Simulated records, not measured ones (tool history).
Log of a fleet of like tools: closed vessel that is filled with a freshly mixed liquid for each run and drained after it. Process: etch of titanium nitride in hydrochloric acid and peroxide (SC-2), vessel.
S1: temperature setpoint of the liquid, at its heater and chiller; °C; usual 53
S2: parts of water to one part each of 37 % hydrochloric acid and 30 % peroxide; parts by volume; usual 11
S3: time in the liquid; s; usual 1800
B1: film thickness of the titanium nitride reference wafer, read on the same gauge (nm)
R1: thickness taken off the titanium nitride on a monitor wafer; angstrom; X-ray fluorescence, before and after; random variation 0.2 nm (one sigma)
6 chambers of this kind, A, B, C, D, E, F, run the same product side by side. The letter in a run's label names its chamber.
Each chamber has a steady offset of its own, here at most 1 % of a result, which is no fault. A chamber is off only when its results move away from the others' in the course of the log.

run,day,S1,S2,S3,B1,R1
1E,0.321,53,11,1800,69.96,275.65
# day 0.662: chamber F: chemicals flow meter replaced
2D,0.833,53,11,1800,70.057,280.3
# day 0.862: chamber C: thermometer replaced
# day 0.875: chamber E: thermometer replaced
3A,1.258,53,11,1800,70.013,277.23
# day 1.312: chamber D: thermometer replaced
4B,1.812,53,11,1800,69.977,282.12
5C,2.292,53,11,1800,70.038,281.34
6F,2.754,53,11,1800,69.995,279.73
# day 3.05: chamber F: new drum of peroxide connected
7B,3.396,53,11,1800,69.991,279.56
8E,3.858,53,11,1800,69.97,278.09
9F,4.358,47,11,2620,70.011,273.29
# day 4.617: chamber B: new drum of peroxide connected
10D,4.942,47,11,2620,69.985,273.2
11C,5.483,47,11,2620,69.991,278.9
12A,6.042,47,11,2620,69.98,271.36
# day 6.642: chamber C: new drum of peroxide connected
13B,6.654,47,11,2620,70.008,274.02
14F,7,47,11,2620,69.985,274.26
15A,7.525,53,11,2350,70.002,363.91
16E,8.096,53,11,2350,69.991,367.66
17C,8.567,53,11,2350,70.009,371.68
18D,8.975,53,11,2350,70.025,367.78
# day 9.275: chamber E: new drum of peroxide connected
19F,9.538,53,11,2350,69.975,369.83
20B,9.842,53,11,2350,70.004,363.82
# day 10.162: chamber D: chemicals flow meter replaced
21A,10.421,53,11,1800,70.016,282.22
22D,10.962,53,11,1800,69.997,279.07
23E,11.483,53,13.5,1800,69.96,241.75
24C,11.771,53,13.5,1800,70.002,238.44
25E,12.362,53,13.5,1800,70.008,240.14
26B,12.896,53,13.5,1800,69.987,234.61
27F,13.417,53,13.5,1800,70.002,233.43
28D,14.004,53,13.5,1800,70.028,232.98
29A,14.471,53,11,1800,70.031,281.01
30C,14.929,49,11,1800,69.975,215.26
# day 15.158: chamber F: thermometer replaced
31A,15.3,49,11,1800,69.999,216.66
32E,15.721,49,11,1800,70.024,222.53
33C,16.021,49,11,1800,69.98,215.2
# day 16.292: chamber F: new drum of peroxide connected
34D,16.662,49,11,1800,70.002,214.18
35B,17.142,49,11,1800,70.055,215.61
36F,17.446,53,11,1800,70.032,278.87

Next, every chamber runs the same settings. What will each give?
37A,17.908,53,11,1800,,?
37B,17.908,53,11,1800,,?
37C,17.908,53,11,1800,,?
37D,17.908,53,11,1800,,?
37E,17.908,53,11,1800,,?
37F,17.908,53,11,1800,,?

run,R1
37A,277.38
37B,280.94
37C,282.05
37D,278.87
37E,291.68
37F,283.25

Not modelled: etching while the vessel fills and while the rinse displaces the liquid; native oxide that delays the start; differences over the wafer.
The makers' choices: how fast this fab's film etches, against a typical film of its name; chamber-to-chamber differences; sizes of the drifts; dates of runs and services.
